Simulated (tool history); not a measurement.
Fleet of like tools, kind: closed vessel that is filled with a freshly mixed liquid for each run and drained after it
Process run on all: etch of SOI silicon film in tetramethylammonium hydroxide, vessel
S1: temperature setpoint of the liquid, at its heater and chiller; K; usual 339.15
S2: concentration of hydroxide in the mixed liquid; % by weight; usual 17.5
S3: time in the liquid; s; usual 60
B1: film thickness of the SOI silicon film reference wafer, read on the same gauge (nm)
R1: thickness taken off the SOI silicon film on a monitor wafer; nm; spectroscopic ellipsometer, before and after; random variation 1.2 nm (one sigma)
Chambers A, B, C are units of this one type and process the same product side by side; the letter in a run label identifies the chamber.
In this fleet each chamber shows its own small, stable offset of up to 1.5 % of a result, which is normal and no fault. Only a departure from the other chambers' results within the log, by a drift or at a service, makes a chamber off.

run,hour,S1,S2,S3,B1,R1
1C,8.0,339.15,17.5,60,90.003,270.68
2B,13.3,339.15,17.5,60,90.002,272.56
3A,23.6,339.15,17.5,60,89.991,268.77
4B,33.1,339.15,17.5,60,89.986,273.93
5A,40.7,339.15,17.5,60,89.996,268.47
6C,47.1,339.15,17.5,60,90.013,271.19
7A,55.0,339.15,17.5,60,89.988,268.44
8C,59.6,339.15,17.5,60,89.998,269.39
9B,67.5,339.15,17.5,60,89.997,275.63
10B,76.3,339.15,17.5,60,89.990,273.81
11A,82.8,339.15,17.5,60,90.011,270.14
12C,90.6,339.15,17.5,60,89.984,267.29
13B,99.5,339.15,17.5,60,90.016,274.47
14C,106.1,339.15,17.5,60,90.003,265.70
15A,112.9,339.15,17.5,60,89.986,267.18
16C,117.9,339.15,17.5,60,90.010,264.86
17B,123.3,339.15,17.5,60,90.004,275.57
18A,131.7,339.15,17.5,60,89.992,268.37
19C,139.3,339.15,17.5,60,90.012,266.84
20A,148.5,339.15,17.5,60,89.993,268.36
21B,157.2,339.15,17.5,60,90.004,273.35
22A,163.5,339.15,17.5,60,89.990,269.29
23C,168.6,339.15,17.5,60,90.005,261.80
24B,173.7,339.15,17.5,60,89.990,275.60
25A,180.2,339.15,17.5,60,90.008,267.64
26B,186.9,339.15,17.5,60,89.990,274.38
27C,191.8,339.15,17.5,60,89.990,260.62
28C,201.3,339.15,17.5,60,89.993,260.57
29A,207.8,339.15,17.5,60,90.005,270.48
30B,214.5,339.15,17.5,60,90.001,274.98
31A,222.3,336.15,19.0,60,90.015,216.01
32C,229.6,336.15,19.0,60,89.970,209.41
33B,235.8,336.15,19.0,60,90.000,218.61
34A,242.8,339.15,17.5,60,90.012,267.02
35C,248.4,339.15,17.5,60,90.012,255.14
36B,254.3,339.15,21.0,60,90.006,252.72

For the next run the whole fleet of 3 chambers uses the same settings. Give each chamber's results:
37A,261.6,339.15,17.5,60,,?
37B,261.6,339.15,17.5,60,,?
37C,261.6,339.15,17.5,60,,?

run,R1
37A,268.61
37B,273.30
37C,258.05

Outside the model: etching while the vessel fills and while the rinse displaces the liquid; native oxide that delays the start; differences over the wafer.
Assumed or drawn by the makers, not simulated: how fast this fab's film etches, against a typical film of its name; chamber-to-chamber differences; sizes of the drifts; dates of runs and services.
